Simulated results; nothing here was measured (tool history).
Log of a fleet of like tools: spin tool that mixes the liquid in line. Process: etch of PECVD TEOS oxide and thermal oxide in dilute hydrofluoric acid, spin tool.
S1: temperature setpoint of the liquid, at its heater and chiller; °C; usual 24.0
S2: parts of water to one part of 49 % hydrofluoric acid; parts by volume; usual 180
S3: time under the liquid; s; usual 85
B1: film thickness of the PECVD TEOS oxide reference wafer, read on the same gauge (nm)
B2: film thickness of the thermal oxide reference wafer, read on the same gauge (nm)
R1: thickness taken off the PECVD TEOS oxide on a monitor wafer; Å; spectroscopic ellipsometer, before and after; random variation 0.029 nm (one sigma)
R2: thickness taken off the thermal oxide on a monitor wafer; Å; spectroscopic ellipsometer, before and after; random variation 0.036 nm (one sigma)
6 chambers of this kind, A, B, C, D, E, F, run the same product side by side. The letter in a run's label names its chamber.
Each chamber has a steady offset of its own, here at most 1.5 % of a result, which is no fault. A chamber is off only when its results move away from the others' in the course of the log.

run	hour	S1	S2	S3	B1	B2	R1	R2
# hour 2.4: chamber E: hydrofluoric acid flow meter replaced
1C	6.5	24.0	180	85	80.008	69.986	76.957	19.553
2F	13.5	24.0	180	85	79.991	69.982	78.032	20.216
3D	22.5	24.0	180	85	80.005	69.956	77.376	19.772
4E	30.6	24.0	180	85	80.000	69.973	77.154	19.876
5A	41.4	24.0	180	85	80.004	69.974	77.448	20.044
6B	49.4	24.0	180	85	80.005	70.022	77.819	19.670
7D	59.8	24.0	180	85	79.986	69.989	77.610	19.755
8A	71.2	24.0	180	85	80.001	69.991	78.052	19.109
9C	81.1	24.0	180	85	80.002	69.983	76.996	19.823
10E	91.7	24.0	180	85	80.003	69.959	76.985	20.079
11F	98.1	24.0	180	85	80.003	69.981	77.874	20.264
12B	109.5	24.0	180	115	79.984	69.981	105.070	27.589
13F	119.0	24.0	180	115	80.001	70.016	105.530	27.028
# hour 123.2: chamber D: thermometer replaced
14C	129.0	24.0	180	115	80.008	70.067	104.340	26.665
15B	139.4	24.0	180	115	80.008	70.019	105.700	27.596
16E	145.8	24.0	180	115	79.981	70.008	104.160	26.262
17A	153.7	24.0	180	115	79.989	69.982	105.150	27.406
# hour 157.2: chamber A: thermometer replaced
18D	164.3	24.0	180	85	80.012	69.972	76.895	19.915
19C	176.8	22.0	180	125	80.013	70.026	105.030	27.428
20B	185.9	22.0	180	125	80.010	70.012	106.530	28.081
21A	195.8	22.0	180	125	80.002	70.004	106.050	26.994
22E	209.5	22.0	180	125	80.002	69.994	104.520	26.617
23D	222.2	22.0	180	125	80.005	69.982	105.630	27.799
24F	230.4	22.0	180	125	79.993	70.066	105.450	26.737
25A	238.8	24.0	180	85	80.011	69.990	77.327	20.299
26F	249.5	24.0	180	85	80.019	70.029	77.372	19.777
27E	257.4	24.0	180	85	80.000	69.993	77.319	20.110
28C	265.8	24.0	180	85	79.992	70.012	77.076	20.171
29D	274.3	24.0	180	85	80.004	70.025	77.612	19.993
30B	285.5	24.0	180	85	79.998	69.993	77.829	19.803
# hour 293.4: chamber F: hydrofluoric acid flow meter replaced
31B	299.8	24.0	180	55	80.008	70.003	50.504	12.380
32C	307.4	24.0	180	55	80.005	70.022	50.165	12.595
33A	317.0	24.0	180	55	79.996	69.958	50.318	12.915
34E	327.9	24.0	180	55	80.007	70.005	49.375	12.520
35D	340.7	24.0	180	55	80.011	70.010	50.237	12.454
36F	351.6	24.0	180	55	79.994	69.965	50.483	12.905
37F	364.3	24.0	180	85	79.979	70.048	77.389	19.743

Is one chamber off against the others, does the gauge drift, or is nothing wrong? If a chamber is off, say which, and what the likeliest cause is.

No chamber stands off beyond its own small offset, and the gauge holds steady.
